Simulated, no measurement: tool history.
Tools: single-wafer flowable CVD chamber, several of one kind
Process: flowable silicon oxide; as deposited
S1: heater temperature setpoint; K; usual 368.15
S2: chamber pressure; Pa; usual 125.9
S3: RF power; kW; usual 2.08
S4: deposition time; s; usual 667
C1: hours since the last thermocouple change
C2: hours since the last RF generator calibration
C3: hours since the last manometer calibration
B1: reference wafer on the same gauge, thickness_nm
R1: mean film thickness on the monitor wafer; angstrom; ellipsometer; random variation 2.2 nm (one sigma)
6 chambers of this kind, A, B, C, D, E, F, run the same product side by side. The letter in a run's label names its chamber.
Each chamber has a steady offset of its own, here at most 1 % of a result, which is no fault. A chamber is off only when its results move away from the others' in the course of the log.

{"run": "1E", "hour": 7.9, "S1": 368.15, "S2": 125.9, "S3": 2.08, "S4": 667, "C1": 510.8, "C2": 36.7, "C3": 810.3, "B1": 503.48, "R1": 5954.8}
{"run": "2B", "hour": 20.1, "S1": 368.15, "S2": 125.9, "S3": 2.08, "S4": 667, "C1": 358.2, "C2": 343.2, "C3": 209.8, "B1": 503.16, "R1": 5949.8}
{"run": "3D", "hour": 27.1, "S1": 368.15, "S2": 125.9, "S3": 2.08, "S4": 667, "C1": 1901.9, "C2": 2064.2, "C3": 813.7, "B1": 503.01, "R1": 5961.7}
{"run": "4A", "hour": 33.3, "S1": 368.15, "S2": 125.9, "S3": 2.08, "S4": 667, "C1": 761.9, "C2": 677.4, "C3": 274.2, "B1": 503.26, "R1": 5907.5}
{"run": "5C", "hour": 41.0, "S1": 368.15, "S2": 125.9, "S3": 2.08, "S4": 667, "C1": 1189.3, "C2": 820.4, "C3": 1325.3, "B1": 503.02, "R1": 5918}
{"run": "6F", "hour": 49.8, "S1": 368.15, "S2": 125.9, "S3": 2.08, "S4": 667, "C1": 746.8, "C2": 896.9, "C3": 928.5, "B1": 502.9, "R1": 5879.7}
{"run": "7A", "hour": 58.7, "S1": 359.15, "S2": 125.9, "S3": 2.08, "S4": 667, "C1": 787.3, "C2": 702.8, "C3": 299.6, "B1": 502.64, "R1": 7903.6}
{"run": "8F", "hour": 65.0, "S1": 359.15, "S2": 125.9, "S3": 2.08, "S4": 667, "C1": 762, "C2": 912.1, "C3": 943.7, "B1": 502.6, "R1": 7865.7}
{"run": "9B", "hour": 72.2, "S1": 359.15, "S2": 125.9, "S3": 2.08, "S4": 667, "C1": 410.3, "C2": 395.3, "C3": 261.9, "B1": 502.85, "R1": 7897.3}
{"hour": 74.5, "done": "chamber D: thermocouple changed; heater temperature recalibrated"}
{"run": "10C", "hour": 85.1, "S1": 359.15, "S2": 125.9, "S3": 2.08, "S4": 667, "C1": 1233.4, "C2": 864.5, "C3": 1369.4, "B1": 502.84, "R1": 7925.6}
{"run": "11E", "hour": 92.9, "S1": 359.15, "S2": 125.9, "S3": 2.08, "S4": 667, "C1": 595.8, "C2": 121.7, "C3": 895.3, "B1": 502.99, "R1": 7878.9}
{"run": "12D", "hour": 102.1, "S1": 359.15, "S2": 125.9, "S3": 2.08, "S4": 667, "C1": 27.6, "C2": 2139.2, "C3": 888.7, "B1": 502.98, "R1": 7973.6}
{"hour": 108.8, "done": "chamber F: RF generator calibrated"}
{"hour": 112.3, "done": "chamber E: capacitance manometer re-zeroed and calibrated"}
{"run": "13A", "hour": 114.2, "S1": 368.15, "S2": 125.9, "S3": 1.845, "S4": 667, "C1": 842.8, "C2": 758.3, "C3": 355.1, "B1": 503.34, "R1": 5771.3}
{"run": "14D", "hour": 125.9, "S1": 368.15, "S2": 125.9, "S3": 1.845, "S4": 667, "C1": 51.4, "C2": 2163, "C3": 912.5, "B1": 502.86, "R1": 5789.9}
{"run": "15E", "hour": 136.7, "S1": 368.15, "S2": 125.9, "S3": 1.845, "S4": 667, "C1": 639.6, "C2": 165.5, "C3": 24.5, "B1": 503.03, "R1": 5855.7}
{"run": "16F", "hour": 147.6, "S1": 368.15, "S2": 125.9, "S3": 1.845, "S4": 667, "C1": 844.6, "C2": 38.8, "C3": 1026.3, "B1": 502.94, "R1": 5715.2}
{"hour": 149.4, "done": "chamber C: RF generator calibrated"}
{"run": "17C", "hour": 156.1, "S1": 368.15, "S2": 125.9, "S3": 1.845, "S4": 667, "C1": 1304.4, "C2": 6.8, "C3": 1440.4, "B1": 503.31, "R1": 5755.3}
{"run": "18B", "hour": 162.7, "S1": 368.15, "S2": 125.9, "S3": 1.845, "S4": 667, "C1": 500.8, "C2": 485.8, "C3": 352.4, "B1": 503.03, "R1": 5841.1}
{"run": "19D", "hour": 172.2, "S1": 368.15, "S2": 125.9, "S3": 2.08, "S4": 667, "C1": 97.7, "C2": 2209.3, "C3": 958.8, "B1": 502.89, "R1": 5917.1}
{"run": "20F", "hour": 181.0, "S1": 368.15, "S2": 125.9, "S3": 2.08, "S4": 667, "C1": 878, "C2": 72.2, "C3": 1059.7, "B1": 502.82, "R1": 5785.7}
{"run": "21C", "hour": 187.0, "S1": 363.15, "S2": 125.9, "S3": 1.725, "S4": 667, "C1": 1335.3, "C2": 37.7, "C3": 1471.3, "B1": 502.37, "R1": 6751.5}
{"run": "22B", "hour": 199.6, "S1": 363.15, "S2": 125.9, "S3": 1.725, "S4": 667, "C1": 537.7, "C2": 522.7, "C3": 389.3, "B1": 502.89, "R1": 6744.6}
{"run": "23E", "hour": 212.5, "S1": 363.15, "S2": 125.9, "S3": 1.725, "S4": 667, "C1": 715.4, "C2": 241.3, "C3": 100.3, "B1": 502.98, "R1": 6766.5}
{"hour": 217.2, "done": "chamber C: capacitance manometer re-zeroed and calibrated"}
{"run": "24A", "hour": 220.8, "S1": 363.15, "S2": 125.9, "S3": 1.725, "S4": 667, "C1": 949.4, "C2": 864.9, "C3": 461.7, "B1": 503.39, "R1": 6700.6}
{"run": "25D", "hour": 229.8, "S1": 363.15, "S2": 125.9, "S3": 1.725, "S4": 667, "C1": 155.3, "C2": 2266.9, "C3": 1016.4, "B1": 503.05, "R1": 6773.1}
{"run": "26C", "hour": 239.3, "S1": 363.15, "S2": 125.9, "S3": 1.725, "S4": 667, "C1": 1387.6, "C2": 90, "C3": 22.1, "B1": 503.05, "R1": 6724.4}
{"run": "27B", "hour": 247.0, "S1": 368.15, "S2": 125.9, "S3": 2.08, "S4": 667, "C1": 585.1, "C2": 570.1, "C3": 436.7, "B1": 502.62, "R1": 5941.2}
{"hour": 250.5, "done": "chamber D: capacitance manometer re-zeroed and calibrated"}
{"run": "28F", "hour": 257.6, "S1": 375.15, "S2": 125.9, "S3": 2.08, "S4": 583, "C1": 954.6, "C2": 148.8, "C3": 1136.3, "B1": 502.84, "R1": 4000.9}
{"run": "29E", "hour": 268.4, "S1": 375.15, "S2": 125.9, "S3": 2.08, "S4": 583, "C1": 771.3, "C2": 297.2, "C3": 156.2, "B1": 502.83, "R1": 4118.7}
{"run": "30A", "hour": 275.2, "S1": 375.15, "S2": 125.9, "S3": 2.08, "S4": 583, "C1": 1003.8, "C2": 919.3, "C3": 516.1, "B1": 502.85, "R1": 4083.2}
{"run": "31A", "hour": 283.9, "S1": 375.15, "S2": 125.9, "S3": 2.08, "S4": 583, "C1": 1012.5, "C2": 928, "C3": 524.8, "B1": 502.75, "R1": 4101.9}
{"run": "32E", "hour": 292.2, "S1": 375.15, "S2": 125.9, "S3": 2.08, "S4": 583, "C1": 795.1, "C2": 321, "C3": 180, "B1": 503.27, "R1": 4128.8}
{"run": "33B", "hour": 298.4, "S1": 375.15, "S2": 125.9, "S3": 2.08, "S4": 583, "C1": 636.5, "C2": 621.5, "C3": 488.1, "B1": 503.08, "R1": 4099.6}
{"run": "34C", "hour": 308.3, "S1": 368.15, "S2": 125.9, "S3": 2.08, "S4": 667, "C1": 1456.6, "C2": 159, "C3": 91.1, "B1": 503.01, "R1": 5918.1}
{"run": "35D", "hour": 317.6, "S1": 368.15, "S2": 125.9, "S3": 2.08, "S4": 667, "C1": 243.1, "C2": 2354.7, "C3": 67.1, "B1": 503.16, "R1": 5942.4}
{"run": "36F", "hour": 329.6, "S1": 368.15, "S2": 125.9, "S3": 2.08, "S4": 667, "C1": 1026.6, "C2": 220.8, "C3": 1208.3, "B1": 503.17, "R1": 5747.6}
{"run": "37D", "hour": 339.6, "S1": 368.15, "S2": 125.9, "S3": 2.08, "S4": 667, "C1": 265.1, "C2": 2376.7, "C3": 89.1, "B1": 503.02, "R1": 5985.9}
{"run": "38B", "hour": 345.5, "S1": 368.15, "S2": 125.9, "S3": 2.08, "S4": 667, "C1": 683.6, "C2": 668.6, "C3": 535.2, "B1": 503.14, "R1": 5957.9}
{"run": "39F", "hour": 357.2, "S1": 368.15, "S2": 149.6, "S3": 2.08, "S4": 561, "C1": 1054.2, "C2": 248.4, "C3": 1235.9, "B1": 503.1, "R1": 5897.9}
{"run": "40E", "hour": 363.3, "S1": 368.15, "S2": 149.6, "S3": 2.08, "S4": 561, "C1": 866.2, "C2": 392.1, "C3": 251.1, "B1": 502.9, "R1": 6141.5}
{"run": "41C", "hour": 370.1, "S1": 368.15, "S2": 149.6, "S3": 2.08, "S4": 561, "C1": 1518.4, "C2": 220.8, "C3": 152.9, "B1": 502.85, "R1": 6120.2}
{"run": "42A", "hour": 378.2, "S1": 368.15, "S2": 149.6, "S3": 2.08, "S4": 561, "C1": 1106.8, "C2": 1022.3, "C3": 619.1, "B1": 503.06, "R1": 6106.2}

All 6 chambers run these settings next. Forecast each chamber's results:
{"run": "43A", "hour": 387.6, "S1": 368.15, "S2": 125.9, "S3": 2.08, "S4": 667, "R1": "?"}
{"run": "43B", "hour": 387.6, "S1": 368.15, "S2": 125.9, "S3": 2.08, "S4": 667, "R1": "?"}
{"run": "43C", "hour": 387.6, "S1": 368.15, "S2": 125.9, "S3": 2.08, "S4": 667, "R1": "?"}
{"run": "43D", "hour": 387.6, "S1": 368.15, "S2": 125.9, "S3": 2.08, "S4": 667, "R1": "?"}
{"run": "43E", "hour": 387.6, "S1": 368.15, "S2": 125.9, "S3": 2.08, "S4": 667, "R1": "?"}
{"run": "43F", "hour": 387.6, "S1": 368.15, "S2": 125.9, "S3": 2.08, "S4": 667, "R1": "?"}

run=43A R1=5908.5
run=43B R1=5948.9
run=43C R1=5906.1
run=43D R1=5934.4
run=43E R1=5907.6
run=43F R1=5716.6
